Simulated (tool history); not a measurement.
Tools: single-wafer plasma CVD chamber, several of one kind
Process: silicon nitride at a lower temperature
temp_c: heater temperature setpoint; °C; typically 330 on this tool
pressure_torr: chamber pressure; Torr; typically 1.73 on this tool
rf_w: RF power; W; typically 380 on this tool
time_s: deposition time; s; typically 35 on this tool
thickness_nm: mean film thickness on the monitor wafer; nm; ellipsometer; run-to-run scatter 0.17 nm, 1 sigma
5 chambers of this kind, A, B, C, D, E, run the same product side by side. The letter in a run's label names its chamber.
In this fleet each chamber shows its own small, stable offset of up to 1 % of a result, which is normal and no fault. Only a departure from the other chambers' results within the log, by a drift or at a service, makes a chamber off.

run,day,temp_c,pressure_torr,rf_w,time_s,"read-back reference wafer on the same gauge, thickness_nm",thickness_nm
# day 0.233: chamber D: capacitance manometer re-zeroed and calibrated
1C,0.254,330,1.73,380,35,51.982,49.262
2B,0.417,330,1.73,380,35,52.015,49.267
# day 0.558: chamber D: RF generator calibrated
3D,0.567,330,1.73,380,35,51.925,49.906
4A,0.833,330,1.73,380,35,52.047,49.012
5E,1.138,330,1.73,355,35,51.973,46.970
6C,1.271,330,1.73,355,35,52.020,47.372
7E,1.550,330,1.73,355,35,51.960,46.924
8D,1.708,330,1.73,355,35,52.016,47.523
9B,1.954,330,1.73,355,35,52.028,47.275
10A,2.225,330,1.73,435,35,51.993,53.409
11E,2.383,330,1.73,435,35,52.015,53.603
12D,2.633,330,1.73,435,35,52.035,54.257
13A,2.817,330,1.73,435,35,51.945,53.247
14B,2.967,330,1.73,435,35,51.960,53.537
15C,3.233,330,1.92,380,35,52.012,50.297
16C,3.492,330,1.92,380,35,52.009,50.331
17D,3.688,330,1.92,380,35,51.994,51.414
18A,3.938,330,1.92,380,35,51.984,50.822
19E,4.075,330,1.92,380,35,52.064,50.545
20B,4.204,330,1.73,380,35,51.986,49.648
21E,4.362,330,1.73,380,35,51.960,49.126
22B,4.533,330,1.73,380,35,51.989,49.684
23D,4.712,336,2.11,380,35,51.948,52.414
24C,4.867,336,2.11,380,35,52.015,50.806
25A,5.108,336,2.11,380,35,51.997,51.555
26C,5.346,336,2.11,380,35,52.017,50.739
27E,5.654,336,2.11,380,35,51.979,51.439
28B,5.846,330,1.73,380,35,52.055,49.436
29A,6.133,330,1.95,415,35,51.986,53.471
30D,6.333,330,1.95,415,35,52.000,54.239
31C,6.625,330,1.95,415,35,51.999,52.379
32B,6.867,330,1.95,415,35,52.005,54.165
33E,7.150,330,1.95,415,35,52.009,53.304
34D,7.342,330,1.73,380,35,52.017,49.950
35A,7.617,330,1.73,380,35,51.980,49.193
36E,7.854,330,1.73,380,35,51.999,49.124
37C,8.088,330,1.73,380,35,52.023,47.557
# day 8.125: chamber B: thermocouple changed; heater temperature recalibrated
38B,8.304,330,1.73,380,35,52.000,49.640
39D,8.488,343,1.60,380,35,51.967,48.881
40A,8.700,343,1.60,380,35,51.993,48.092

Does one chamber stand apart from the rest, does the shared gauge drift, or is all well apart from small per-chamber offsets? Give the chamber and the most likely cause, where there is one.

Little by little, chamber C moves away from the other chambers.
Cause: delivered RF power below the setpoint (%) = 6.12.

Here are 4 candidates for chamber C's next run, each the usual settings with a change, their results left as question marks. Which one brings its results back in line with what the others give on the usual settings?
To be in line, a result may differ from the other chambers' mean on the usual settings by at most: thickness_nm 0.580 nm
41C-1,8.921,330,1.72,375,34.6,,?
41C-2,8.921,330,1.74,385,35.4,,?
41C-3,8.921,330,1.73,380,36.4,,?
41C-4,8.921,330,1.70,380,33.7,,?

The other chambers' mean on the usual settings: thickness_nm 49.367 nm
run,thickness_nm
41C-1,46.377
41C-2,48.398
41C-3,49.273
41C-4,45.412
41C-3 puts the chamber back in line with the other chambers.
